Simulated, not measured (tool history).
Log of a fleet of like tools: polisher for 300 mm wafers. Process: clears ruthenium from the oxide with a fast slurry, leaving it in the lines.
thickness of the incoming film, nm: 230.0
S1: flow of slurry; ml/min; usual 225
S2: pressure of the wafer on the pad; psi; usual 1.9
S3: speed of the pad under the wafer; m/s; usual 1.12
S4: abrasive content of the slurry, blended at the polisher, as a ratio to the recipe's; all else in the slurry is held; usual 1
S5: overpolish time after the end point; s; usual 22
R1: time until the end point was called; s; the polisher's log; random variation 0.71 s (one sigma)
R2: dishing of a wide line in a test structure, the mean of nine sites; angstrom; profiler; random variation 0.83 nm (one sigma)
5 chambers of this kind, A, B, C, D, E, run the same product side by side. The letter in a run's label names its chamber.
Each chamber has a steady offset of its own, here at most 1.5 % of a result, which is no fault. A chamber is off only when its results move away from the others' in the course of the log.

| run | hour | S1 | S2 | S3 | S4 | S5 | R1 | R2 |
|---|---|---|---|---|---|---|---|---|
| 1C | 11.4 | 225 | 1.9 | 1.12 | 1 | 22 | 61.387 | 604.39 |
|  | 13.5 | chamber B: worn pad replaced by a new one |
|  | 22.1 | chamber E: slurry nozzle cleaned |
| 2B | 22.3 | 225 | 1.9 | 1.12 | 1 | 22 | 61.720 | 607.96 |
| 3D | 32.4 | 225 | 1.9 | 1.12 | 1 | 22 | 61.790 | 574.72 |
|  | 37.3 | chamber D: worn pad replaced by a new one |
| 4E | 40.8 | 225 | 1.9 | 1.12 | 1 | 22 | 62.252 | 599.27 |
|  | 46.8 | chamber B: head pressure recalibrated |
| 5A | 51.4 | 225 | 1.9 | 1.12 | 1 | 22 | 62.607 | 596.41 |
|  | 56.0 | chamber C: worn pad replaced by a new one |
| 6C | 61.8 | 225 | 1.9 | 1.12 | 1 | 22 | 63.208 | 604.78 |
|  | 64.2 | chamber D: slurry nozzle cleaned |
| 7E | 69.1 | 225 | 1.9 | 1.12 | 1 | 22 | 61.279 | 606.11 |
|  | 71.9 | chamber A: worn pad replaced by a new one |
|  | 74.2 | chamber E: worn pad replaced by a new one |
|  | 74.8 | chamber E: slurry blender recalibrated |
| 8A | 80.6 | 225 | 1.9 | 1.12 | 1 | 22 | 61.363 | 593.11 |
|  | 89.8 | chamber B: worn pad replaced by a new one |
| 9D | 95.0 | 290 | 1.9 | 1.12 | 1 | 22 | 59.459 | 617.24 |
|  | 107.4 | chamber C: slurry nozzle cleaned |
|  | 109.0 | chamber D: worn pad replaced by a new one |
| 10B | 109.3 | 290 | 1.9 | 1.12 | 1 | 22 | 59.625 | 604.94 |
|  | 117.8 | chamber C: worn pad replaced by a new one |
| 11E | 120.3 | 290 | 1.9 | 1.12 | 1 | 22 | 60.409 | 614.04 |
| 12C | 129.3 | 290 | 1.9 | 1.12 | 1 | 22 | 60.250 | 610.72 |
|  | 131.3 | chamber A: worn pad replaced by a new one |
| 13B | 136.9 | 290 | 1.9 | 1.12 | 1 | 22 | 59.902 | 619.78 |
|  | 148.6 | chamber B: worn pad replaced by a new one |
| 14D | 149.2 | 225 | 1.9 | 1.12 | 1 | 22 | 60.491 | 597.02 |
| 15A | 157.7 | 225 | 1.9 | 1.12 | 1 | 22 | 62.360 | 593.80 |
| 16D | 165.0 | 225 | 1.9 | 1.12 | 1 | 22 | 61.155 | 605.23 |
|  | 176.7 | chamber C: worn pad replaced by a new one |
| 17A | 177.0 | 225 | 1.9 | 1.12 | 1 | 22 | 62.939 | 587.42 |
| 18B | 186.9 | 225 | 1.9 | 0.92 | 1 | 28 | 74.910 | 622.47 |
|  | 189.2 | chamber E: worn pad replaced by a new one |
|  | 193.6 | chamber A: worn pad replaced by a new one |
| 19E | 194.8 | 225 | 1.9 | 0.92 | 1 | 28 | 75.719 | 614.04 |
|  | 196.8 | chamber D: worn pad replaced by a new one |
|  | 197.2 | chamber B: slurry blender recalibrated |
| 20C | 208.7 | 225 | 1.9 | 0.92 | 1 | 28 | 76.513 | 628.38 |
|  | 221.7 | chamber B: worn pad replaced by a new one |
| 21C | 222.7 | 225 | 1.9 | 0.92 | 1 | 28 | 74.662 | 611.90 |
| 22D | 229.8 | 225 | 1.9 | 0.92 | 1 | 28 | 74.393 | 606.01 |
| 23B | 241.2 | 225 | 1.9 | 1.12 | 1 | 22 | 61.141 | 595.48 |
|  | 242.9 | chamber C: worn pad replaced by a new one |
|  | 244.2 | chamber C: slurry blender recalibrated |
| 24E | 250.4 | 225 | 1.9 | 1.12 | 1 | 22 | 63.022 | 592.31 |
|  | 261.0 | chamber A: worn pad replaced by a new one |
| 25A | 263.8 | 225 | 1.9 | 1.12 | 1 | 22 | 67.835 | 559.35 |
|  | 268.6 | chamber D: worn pad replaced by a new one |
| 26D | 272.5 | 225 | 1.9 | 1.12 | 1 | 22 | 61.853 | 590.74 |
| 27B | 282.5 | 225 | 1.9 | 1.12 | 1 | 22 | 61.317 | 611.92 |
|  | 288.8 | chamber A: slurry nozzle cleaned |
| 28E | 290.4 | 225 | 1.9 | 1.12 | 1 | 12 | 61.667 | 362.88 |
|  | 292.6 | chamber E: worn pad replaced by a new one |
|  | 300.2 | chamber E: slurry blender recalibrated |
| 29C | 302.8 | 225 | 1.9 | 1.12 | 1 | 12 | 61.885 | 360.99 |
| 30A | 317.7 | 225 | 1.9 | 1.12 | 1 | 12 | 70.439 | 325.08 |
| 31E | 326.4 | 225 | 1.9 | 1.12 | 1 | 12 | 61.744 | 359.42 |
| 32D | 338.7 | 225 | 1.9 | 1.12 | 1 | 12 | 61.604 | 354.79 |

Is one chamber off against the others, does the gauge drift, or is nothing wrong? If a chamber is off, say which, and what the likeliest cause is.

Chamber A drifts away from the others.
Cause: abrasive missing from the slurry, % = 25.4.
The log may not tell that from: head's pressure below its setpoint, %.

Here are 4 candidates for chamber A's next run, each the usual settings with a change, their results left as question marks. Which one brings its results back in line with what the others give on the usual settings?
In line means no further than this from the other chambers' mean on the usual settings: R1 2.500 s; R2 29.00 angstrom
| 33A-1 | 349.6 | 220 | 1.7 | 1.02 | 0.95 | 22 | ? | ? |
| 33A-2 | 349.6 | 225 | 1.8 | 1.04 | 0.95 | 22 | ? | ? |
| 33A-3 | 349.6 | 225 | 2.0 | 1.20 | 1.05 | 22 | ? | ? |
| 33A-4 | 349.6 | 230 | 2.1 | 1.24 | 1.05 | 22 | ? | ? |

The other chambers' mean on the usual settings: R1 61.718 s; R2 596.26 angstrom
| run | R1 | R2 |
|---|---|---|
| 33A-1 | 90.395 | 436.85 |
| 33A-2 | 83.445 | 467.58 |
| 33A-3 | 61.594 | 599.69 |
| 33A-4 | 56.602 | 640.82 |
33A-3 brings the chamber back in line.
